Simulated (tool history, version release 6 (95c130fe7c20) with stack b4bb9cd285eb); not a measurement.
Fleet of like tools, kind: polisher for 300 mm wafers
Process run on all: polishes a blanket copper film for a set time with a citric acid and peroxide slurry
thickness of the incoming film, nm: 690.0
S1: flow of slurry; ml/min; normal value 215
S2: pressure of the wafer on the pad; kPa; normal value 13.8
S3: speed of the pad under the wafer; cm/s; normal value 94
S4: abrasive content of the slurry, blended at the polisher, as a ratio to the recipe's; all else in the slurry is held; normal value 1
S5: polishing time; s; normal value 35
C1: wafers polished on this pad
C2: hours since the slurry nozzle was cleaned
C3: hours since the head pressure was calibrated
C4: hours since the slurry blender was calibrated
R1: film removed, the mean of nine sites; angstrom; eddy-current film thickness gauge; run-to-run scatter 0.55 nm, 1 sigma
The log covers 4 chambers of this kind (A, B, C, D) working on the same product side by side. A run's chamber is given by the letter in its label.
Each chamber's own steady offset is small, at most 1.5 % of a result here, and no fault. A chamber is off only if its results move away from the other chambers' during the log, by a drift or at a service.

run     day   S1    S2   S3    S4  S5    C1     C2      C3     C4      R1
        0.2  -- chamber C: worn pad replaced by a new one
 1D   0.288  215  13.8   94     1  35   642  454.7   101.4   21.5  558.77
      0.608  -- chamber D: slurry nozzle cleaned
      0.712  -- chamber B: worn pad replaced by a new one
 2B   0.912  215  13.8   94     1  35    67  347.3   432.7   51.9  548.21
 3C   1.375  215  13.8   94     1  35   396  164.7   631.9  222.4  544.56
        1.7  -- chamber A: worn pad replaced by a new one
 4A   1.883  215  13.8   94     1  35    61  530.5   766.3  220.8  551.62
      1.962  -- chamber D: worn pad replaced by a new one
      2.088  -- chamber C: slurry blender recalibrated
 5D   2.358  215  13.8   94     1  35   133   42.1   151.1   71.2  563.65
 6C    2.65  215  16.5  110     1  35   824  195.3   662.5   13.5  783.38
 7A    3.05  215  16.5  110     1  35   453  558.5   794.3  248.8   787.3
 8B   3.388  215  16.5  110     1  35   899  406.7   492.1  111.3  759.43
        3.6  -- chamber A: slurry blender recalibrated
 9A   3.854  215  16.5  110     1  35   724  577.8   813.6    6.2  762.65
      4.204  -- chamber C: worn pad replaced by a new one
10B   4.492  215  13.8   94     1  35  1270  433.2   518.6  137.8  558.16
      4.562  -- chamber B: worn pad replaced by a new one
11D   5.054  215  13.8   94     1  35  1039  106.8   215.8  135.9   561.8
      5.121  -- chamber D: worn pad replaced by a new one
12C    5.55  215  13.8   94     1  35   452  264.9   732.1   83.1  555.64
      5.692  -- chamber A: worn pad replaced by a new one
13C   6.033  215  13.8  116     1  40   614  276.5   743.7   94.7  780.26
14B   6.342  215  13.8  116     1  40   598  477.6     563  182.2  769.94
15D   6.729  215  13.8  116     1  40   541    147     256  176.1  790.19
16A   7.121  215  13.8  116     1  40   481  656.2     892   84.6  780.47
      7.233  -- chamber A: slurry nozzle cleaned
17D   7.679  215  13.8   94     1  35   860  169.8   278.8  198.9  551.03
       7.75  -- chamber C: worn pad replaced by a new one
      7.888  -- chamber B: worn pad replaced by a new one
18C   8.079  215  13.8   94     1  35   111  325.6   792.8  143.8  537.56
      8.217  -- chamber D: worn pad replaced by a new one
19A   8.675  215  13.8   72  0.75  35  1004   34.6   929.3  121.9  410.59
20B   9.192  215  13.8   72  0.75  35   439    546   631.4  250.6  392.22
      9.379  -- chamber A: worn pad replaced by a new one
21C   9.704  215  13.8   72  0.75  35   657  364.6   831.8  182.8  401.15
22A  10.162  215  13.8   72  0.75  35   263   70.3     965  157.6  402.96
23B  10.788  215  13.8   94     1  35   975  584.3   669.7  288.9  528.65
24D  11.229  170  10.3   94     1  35  1012    255     364  284.1  405.55
       11.4  -- chamber C: slurry blender recalibrated
     11.554  -- chamber C: worn pad replaced by a new one
25C  11.662  170  10.3   94     1  35    37  411.6   878.8    6.4  410.27
     11.683  -- chamber B: worn pad replaced by a new one
      12.05  -- chamber D: worn pad replaced by a new one
26A  12.079  170  10.3   94     1  35   907  116.3    1011  203.6   398.7
27B  12.404  170  10.3   94     1  35   243  623.1   708.5  327.7     397
      12.65  -- chamber A: slurry blender recalibrated
28D  12.896  215  13.8   94     1  35   284    295     404  324.1  568.48
     13.467  -- chamber A: worn pad replaced by a new one
29D  13.504  215  13.8   94     1  35   488  309.6   418.6  338.7  557.92
30B  14.021  215  13.8   94     1  35   786  661.9   747.3  366.5  532.82
     14.079  -- chamber C: slurry nozzle cleaned
31A  14.517  215  13.8   82  1.25  35   353  174.8  1069.5   44.9  508.05
     14.742  -- chamber C: worn pad replaced by a new one
32C  15.104  215  13.8   82  1.25  35   122   24.6   961.4     89  516.25
33C  15.446  215  13.8   82  1.25  35   237   32.8   969.6   97.2  505.27
     15.483  -- chamber B: worn pad replaced by a new one
     15.808  -- chamber D: worn pad replaced by a new one
34B  15.867  215  13.8   82  1.25  35   130  706.2   791.6  410.8  474.86
35D    16.5  215  13.8   94     1  35   233  381.5   490.5  410.6  550.75
     16.892  -- chamber D: head pressure recalibrated
36A  16.992  215  13.8   94     1  35  1185  234.2  1128.9  104.3  550.65
     17.121  -- chamber A: worn pad replaced by a new one
37A  17.338  215  13.8   94     1  35    74  242.5  1137.2  112.6   555.7
38B  17.808  215  13.8   94     1  35   782  752.8   838.2  457.4  522.97
      17.85  -- chamber D: slurry blender recalibrated
39D  18.175  215  13.8   94     1  35   796  421.7    30.8    7.8   555.3

The same settings go to every chamber for the next run, one line per chamber below. Forecast the results for each:
40A  18.646  215  13.8  74   1  35                   ?
40B  18.646  215  13.8  74   1  35                   ?
40C  18.646  215  13.8  74   1  35                   ?
40D  18.646  215  13.8  74   1  35                   ?

run      R1
40A     440
40B  405.35
40C  435.68
40D  445.63

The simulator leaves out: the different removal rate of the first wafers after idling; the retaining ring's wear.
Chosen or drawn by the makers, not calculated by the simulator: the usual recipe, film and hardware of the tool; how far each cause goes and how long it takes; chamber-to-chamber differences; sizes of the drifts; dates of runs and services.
